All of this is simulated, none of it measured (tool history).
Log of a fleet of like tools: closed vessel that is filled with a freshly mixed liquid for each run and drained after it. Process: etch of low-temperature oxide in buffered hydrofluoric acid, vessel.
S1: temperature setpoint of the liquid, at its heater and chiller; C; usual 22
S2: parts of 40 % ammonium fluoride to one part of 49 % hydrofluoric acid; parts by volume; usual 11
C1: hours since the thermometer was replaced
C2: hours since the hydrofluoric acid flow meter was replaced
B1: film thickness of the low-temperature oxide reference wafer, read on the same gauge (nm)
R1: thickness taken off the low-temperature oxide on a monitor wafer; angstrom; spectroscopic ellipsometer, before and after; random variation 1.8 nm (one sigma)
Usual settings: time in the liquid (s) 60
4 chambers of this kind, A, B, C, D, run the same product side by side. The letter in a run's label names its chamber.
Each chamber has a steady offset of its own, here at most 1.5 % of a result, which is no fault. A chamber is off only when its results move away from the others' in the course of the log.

run 1A day=0.142 | S1=22 S2=11 time_in_the_liquid_(s)=60 | C1=600.3 C2=247.5 | B1=130.02 | R1=2184.2
run 2D day=0.229 | S1=22 S2=11 time_in_the_liquid_(s)=60 | C1=90.5 C2=658.5 | B1=129.98 | R1=2178
run 3C day=0.392 | S1=22 S2=11 time_in_the_liquid_(s)=60 | C1=935.2 C2=1274 | B1=130 | R1=2175.2
run 4B day=0.542 | S1=22 S2=11 time_in_the_liquid_(s)=60 | C1=2147 C2=1158.5 | B1=130.01 | R1=2157.5
run 5C day=0.692 | S1=22 S2=11 time_in_the_liquid_(s)=60 | C1=942.4 C2=1281.2 | B1=130 | R1=2172.1
run 6D day=0.838 | S1=22 S2=11 time_in_the_liquid_(s)=60 | C1=105.1 C2=673.1 | B1=129.98 | R1=2124.7
run 7B day=1.008 | S1=22 S2=11 time_in_the_liquid_(s)=60 | C1=2158.2 C2=1169.7 | B1=130 | R1=2133.7
run 8A day=1.088 | S1=19 S2=11 time_in_the_liquid_(s)=85 | C1=623 C2=270.2 | B1=130 | R1=2551.9
run 9C day=1.175 | S1=19 S2=11 time_in_the_liquid_(s)=85 | C1=954 C2=1292.8 | B1=129.99 | R1=2573.4
run 10D day=1.258 | S1=19 S2=11 time_in_the_liquid_(s)=85 | C1=115.2 C2=683.2 | B1=130.02 | R1=2557.6
run 11B day=1.396 | S1=19 S2=11 time_in_the_liquid_(s)=85 | C1=2167.5 C2=1179 | B1=130 | R1=2602.3
run 12A day=1.488 | S1=22 S2=11 time_in_the_liquid_(s)=60 | C1=632.6 C2=279.8 | B1=130 | R1=2093.9
run 13B day=1.638 | S1=22 S2=11 time_in_the_liquid_(s)=60 | C1=2173.3 C2=1184.8 | B1=130.03 | R1=2157.2
run 14A day=1.754 | S1=22 S2=11 time_in_the_liquid_(s)=60 | C1=639 C2=286.2 | B1=130 | R1=2092.4
-- day=1.771 chamber D: hydrofluoric acid flow meter replaced
run 15C day=1.838 | S1=22 S2=11 time_in_the_liquid_(s)=60 | C1=969.9 C2=1308.7 | B1=130.01 | R1=2152.6
run 16D day=1.979 | S1=22 S2=11 time_in_the_liquid_(s)=60 | C1=132.5 C2=5 | B1=130 | R1=2148.7
run 17C day=2.104 | S1=22 S2=11 time_in_the_liquid_(s)=60 | C1=976.3 C2=1315.1 | B1=130.02 | R1=2176
run 18A day=2.229 | S1=20.5 S2=11 time_in_the_liquid_(s)=40 | C1=650.4 C2=297.6 | B1=129.99 | R1=1259.1
run 19D day=2.362 | S1=20.5 S2=11 time_in_the_liquid_(s)=40 | C1=141.7 C2=14.2 | B1=130 | R1=1335.9
run 20B day=2.492 | S1=20.5 S2=11 time_in_the_liquid_(s)=40 | C1=2193.8 C2=1205.3 | B1=130 | R1=1346.1
run 21C day=2.583 | S1=20.5 S2=11 time_in_the_liquid_(s)=40 | C1=987.8 C2=1326.6 | B1=130.01 | R1=1317.3
run 22D day=2.675 | S1=22 S2=11 time_in_the_liquid_(s)=60 | C1=149.2 C2=21.7 | B1=130.01 | R1=2177.7
run 23A day=2.829 | S1=22 S2=11 time_in_the_liquid_(s)=70 | C1=664.8 C2=312 | B1=130.01 | R1=2330.1
run 24B day=2.933 | S1=22 S2=11 time_in_the_liquid_(s)=70 | C1=2204.4 C2=1215.9 | B1=130 | R1=2506.5

Next, every chamber runs the same settings. What will each give?
run 25A day=3.062 | S1=22 S2=11 time_in_the_liquid_(s)=60 | R1=?
run 25B day=3.062 | S1=22 S2=11 time_in_the_liquid_(s)=60 | R1=?
run 25C day=3.062 | S1=22 S2=11 time_in_the_liquid_(s)=60 | R1=?
run 25D day=3.062 | S1=22 S2=11 time_in_the_liquid_(s)=60 | R1=?

run=25A R1=1942.6
run=25B R1=2146.4
run=25C R1=2149
run=25D R1=2154.7
